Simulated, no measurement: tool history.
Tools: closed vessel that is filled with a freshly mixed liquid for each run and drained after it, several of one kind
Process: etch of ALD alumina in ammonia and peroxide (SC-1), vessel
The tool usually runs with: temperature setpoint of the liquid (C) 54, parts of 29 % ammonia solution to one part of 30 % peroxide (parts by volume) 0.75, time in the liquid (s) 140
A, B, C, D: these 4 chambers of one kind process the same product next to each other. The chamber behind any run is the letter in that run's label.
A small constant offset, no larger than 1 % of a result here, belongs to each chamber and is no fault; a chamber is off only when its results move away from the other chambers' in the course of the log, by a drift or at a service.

run	hour	temperature setpoint of the liquid (C)	parts of 29 % ammonia solution to one part of 30 % peroxide (parts by volume)	time in the liquid (s)	read-back film thickness of the ALD alumina reference wafer, read on the same gauge (nm)	thickness taken off the ALD alumina on a monitor wafer (nm)
1B	8.2	54	0.75	140	49.997	7.811
2D	16.4	54	0.75	140	49.982	7.6947
3A	25.7	54	0.75	140	50.002	7.8491
# hour 30.3: chamber D: ammonia flow meter replaced
4C	35.8	54	0.75	140	50.02	7.7529
5D	42.6	54	0.75	140	50.012	7.715
# hour 48.7: chamber B: ammonia flow meter replaced
6C	52.3	54	0.75	140	49.981	7.771
# hour 57.3: chamber D: new drum of ammonia solution connected
7A	60.8	54	0.95	100	49.989	5.7288
8B	68.9	54	0.95	100	50.051	5.7049
9A	76	54	0.95	100	50.009	5.7595
10B	84.4	54	0.95	100	49.952	5.7074
11D	95.1	54	0.75	140	49.995	7.6806
12C	106.7	54	0.75	140	50.007	7.8389
13B	114.6	63	0.85	140	49.981	12.681
14D	121.9	63	0.85	140	50.036	12.344
15C	131.9	63	0.85	140	49.973	12.65
16A	140	63	0.85	140	49.984	12.643
17D	148.9	54	0.75	140	50.043	7.7565
# hour 158.1: chamber D: thermometer replaced
18C	161.4	54	0.75	215	50.025	12.075
19A	169.5	54	0.75	215	49.962	12.098
20B	177.4	54	0.75	215	50.003	12.115
21B	189.8	54	0.75	215	50.022	11.996
22A	200.2	63	0.75	140	49.977	12.58
23C	211.4	63	0.75	140	49.992	12.604
24D	222.8	63	0.75	140	49.997	12.226
25C	231.5	63	0.75	140	50.044	12.747
26B	239.2	49.5	0.75	140	49.99	6.1108
27D	249.5	49.5	0.75	140	50.026	6.0827
# hour 255.4: chamber B: thermometer replaced
28A	257.4	49.5	0.75	140	50.021	6.1405
29A	263.5	49.5	0.75	140	50.011	6.1795
30C	275.1	54	0.75	140	50.053	7.8722
31D	283.5	54	0.95	65	49.978	3.7087
32B	291.4	54	0.95	65	50.021	3.6853
33C	297.5	54	0.95	65	50.057	3.79
34D	310.1	54	0.95	65	50.011	3.739
35A	322.8	54	0.75	140	49.977	7.9071
36B	329.9	54	0.75	140	50.02	7.8944
37A	339.9	54	0.75	140	49.948	7.7668
38C	347	54	0.75	140	50.03	8.0775
39B	357.9	54	0.75	140	49.982	7.9131

Next, all 4 chambers run the settings below, one line each with question marks for the results. What does each chamber give?
40A	367.1	54	0.75	140		?
40B	367.1	54	0.75	140		?
40C	367.1	54	0.75	140		?
40D	367.1	54	0.75	140		?

run	thickness taken off the ALD alumina on a monitor wafer (nm)
40A	7.8344
40B	7.8618
40C	8.0477
40D	7.7545
